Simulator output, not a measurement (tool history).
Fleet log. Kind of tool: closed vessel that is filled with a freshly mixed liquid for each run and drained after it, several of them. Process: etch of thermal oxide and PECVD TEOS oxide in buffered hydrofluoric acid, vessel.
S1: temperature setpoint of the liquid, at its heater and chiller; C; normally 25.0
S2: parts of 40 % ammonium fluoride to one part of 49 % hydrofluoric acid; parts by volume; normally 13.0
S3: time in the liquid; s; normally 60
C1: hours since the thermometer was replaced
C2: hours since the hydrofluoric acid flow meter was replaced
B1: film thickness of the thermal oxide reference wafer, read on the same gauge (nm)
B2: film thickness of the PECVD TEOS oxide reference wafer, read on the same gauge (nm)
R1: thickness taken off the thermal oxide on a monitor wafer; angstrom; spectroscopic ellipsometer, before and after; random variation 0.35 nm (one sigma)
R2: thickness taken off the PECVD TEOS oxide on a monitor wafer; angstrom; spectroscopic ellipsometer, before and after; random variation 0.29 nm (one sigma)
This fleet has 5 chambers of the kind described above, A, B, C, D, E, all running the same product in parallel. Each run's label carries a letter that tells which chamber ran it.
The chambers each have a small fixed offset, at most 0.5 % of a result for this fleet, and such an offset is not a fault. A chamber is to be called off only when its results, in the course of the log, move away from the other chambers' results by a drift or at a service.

Run 1E, hour 7.7: usual settings; C1 263.4; C2 553.7; B1 30.022; B2 120.00. Result: R1 568.31 angstrom, R2 882.64 angstrom.
Run 2D, hour 12.9: usual settings; C1 701.4; C2 406.5; B1 29.999; B2 120.01. Result: R1 573.72 angstrom, R2 879.52 angstrom.
Run 3A, hour 21.6: usual settings; C1 1790.4; C2 1634.8; B1 29.996; B2 120.00. Result: R1 578.23 angstrom, R2 887.26 angstrom.
Run 4C, hour 28.9: usual settings; C1 237.6; C2 107.4; B1 30.002; B2 119.99. Result: R1 572.38 angstrom, R2 888.07 angstrom.
Run 5B, hour 36.1: usual settings; C1 112.2; C2 1111.6; B1 29.993; B2 119.99. Result: R1 568.84 angstrom, R2 885.28 angstrom.
Run 6A, hour 44.4: usual settings; C1 1813.2; C2 1657.6; B1 29.980; B2 120.01. Result: R1 573.90 angstrom, R2 883.92 angstrom.
Run 7B, hour 52.1: usual settings but S2 14.5 parts by volume, S3 70 s; C1 128.2; C2 1127.6; B1 30.012; B2 119.99. Result: R1 602.32 angstrom, R2 927.08 angstrom.
Run 8D, hour 59.2: usual settings but S2 14.5 parts by volume, S3 70 s; C1 747.7; C2 452.8; B1 30.005; B2 120.00. Result: R1 602.97 angstrom, R2 926.09 angstrom.
Run 9C, hour 67.8: usual settings but S2 14.5 parts by volume, S3 70 s; C1 276.5; C2 146.3; B1 30.028; B2 120.00. Result: R1 602.28 angstrom, R2 931.40 angstrom.
Run 10E, hour 76.5: usual settings but S2 14.5 parts by volume, S3 70 s; C1 332.2; C2 622.5; B1 29.994; B2 120.01. Result: R1 599.49 angstrom, R2 929.11 angstrom.
Run 11E, hour 84.7: usual settings but S2 14.5 parts by volume, S3 70 s; C1 340.4; C2 630.7; B1 30.000; B2 119.99. Result: R1 608.47 angstrom, R2 926.61 angstrom.
Run 12B, hour 90.9: usual settings; C1 167.0; C2 1166.4; B1 29.992; B2 120.01. Result: R1 573.38 angstrom, R2 884.00 angstrom.
Run 13C, hour 94.8: usual settings; C1 303.5; C2 173.3; B1 30.009; B2 120.00. Result: R1 571.36 angstrom, R2 882.51 angstrom.
Run 14A, hour 100.9: usual settings; C1 1869.7; C2 1714.1; B1 30.002; B2 120.00. Result: R1 569.41 angstrom, R2 885.85 angstrom.
Run 15D, hour 109.3: usual settings; C1 797.8; C2 502.9; B1 29.977; B2 119.98. Result: R1 578.77 angstrom, R2 886.65 angstrom.
Run 16D, hour 117.6: usual settings; C1 806.1; C2 511.2; B1 29.982; B2 119.98. Result: R1 576.74 angstrom, R2 883.87 angstrom.
Run 17E, hour 126.1: usual settings; C1 381.8; C2 672.1; B1 29.988; B2 120.02. Result: R1 575.67 angstrom, R2 885.72 angstrom.
Run 18B, hour 132.3: usual settings; C1 208.4; C2 1207.8; B1 30.006; B2 119.99. Result: R1 579.59 angstrom, R2 879.61 angstrom.
Run 19C, hour 141.0: usual settings; C1 349.7; C2 219.5; B1 29.997; B2 120.00. Result: R1 576.31 angstrom, R2 883.45 angstrom.
Run 20A, hour 149.0: usual settings; C1 1917.8; C2 1762.2; B1 30.000; B2 120.00. Result: R1 568.96 angstrom, R2 886.36 angstrom.
Run 21B, hour 154.3: usual settings; C1 230.4; C2 1229.8; B1 30.023; B2 119.98. Result: R1 573.38 angstrom, R2 885.01 angstrom.
At hour 158.4: chamber A: hydrofluoric acid flow meter replaced.
Run 22D, hour 160.0: usual settings but S1 20.5 C, S2 10.5 parts by volume; C1 848.5; C2 553.6; B1 30.009; B2 119.99. Result: R1 561.25 angstrom, R2 853.87 angstrom.
Run 23C, hour 168.7: usual settings but S1 20.5 C, S2 10.5 parts by volume; C1 377.4; C2 247.2; B1 30.010; B2 120.00. Result: R1 550.93 angstrom, R2 850.15 angstrom.
Run 24A, hour 176.6: usual settings but S1 20.5 C, S2 10.5 parts by volume; C1 1945.4; C2 18.2; B1 29.982; B2 120.00. Result: R1 545.62 angstrom, R2 860.80 angstrom.
Run 25E, hour 184.2: usual settings but S1 20.5 C, S2 10.5 parts by volume; C1 439.9; C2 730.2; B1 29.972; B2 119.99. Result: R1 553.73 angstrom, R2 851.22 angstrom.
Run 26B, hour 191.2: usual settings but S1 20.5 C, S2 10.5 parts by volume; C1 267.3; C2 1266.7; B1 30.007; B2 120.00. Result: R1 554.06 angstrom, R2 852.10 angstrom.
Run 27D, hour 197.7: usual settings; C1 886.2; C2 591.3; B1 30.033; B2 120.00. Result: R1 576.47 angstrom, R2 887.71 angstrom.
Run 28C, hour 206.3: usual settings; C1 415.0; C2 284.8; B1 29.960; B2 120.00. Result: R1 580.83 angstrom, R2 881.00 angstrom.
Run 29E, hour 213.8: usual settings; C1 469.5; C2 759.8; B1 30.016; B2 119.99. Result: R1 578.42 angstrom, R2 884.24 angstrom.
Run 30A, hour 218.6: usual settings; C1 1987.4; C2 60.2; B1 29.988; B2 119.99. Result: R1 577.27 angstrom, R2 885.97 angstrom.

Next, all 5 chambers run the settings below, one line each with question marks for the results. What does each chamber give?
Run 31A, hour 225.0: usual settings. Result: R1 ?, R2 ?.
Run 31B, hour 225.0: usual settings. Result: R1 ?, R2 ?.
Run 31C, hour 225.0: usual settings. Result: R1 ?, R2 ?.
Run 31D, hour 225.0: usual settings. Result: R1 ?, R2 ?.
Run 31E, hour 225.0: usual settings. Result: R1 ?, R2 ?.

run      R1      R2
31A  575.75  889.79
31B  573.21  882.65
31C  568.32  880.60
31D  585.16  888.62
31E  577.82  887.18
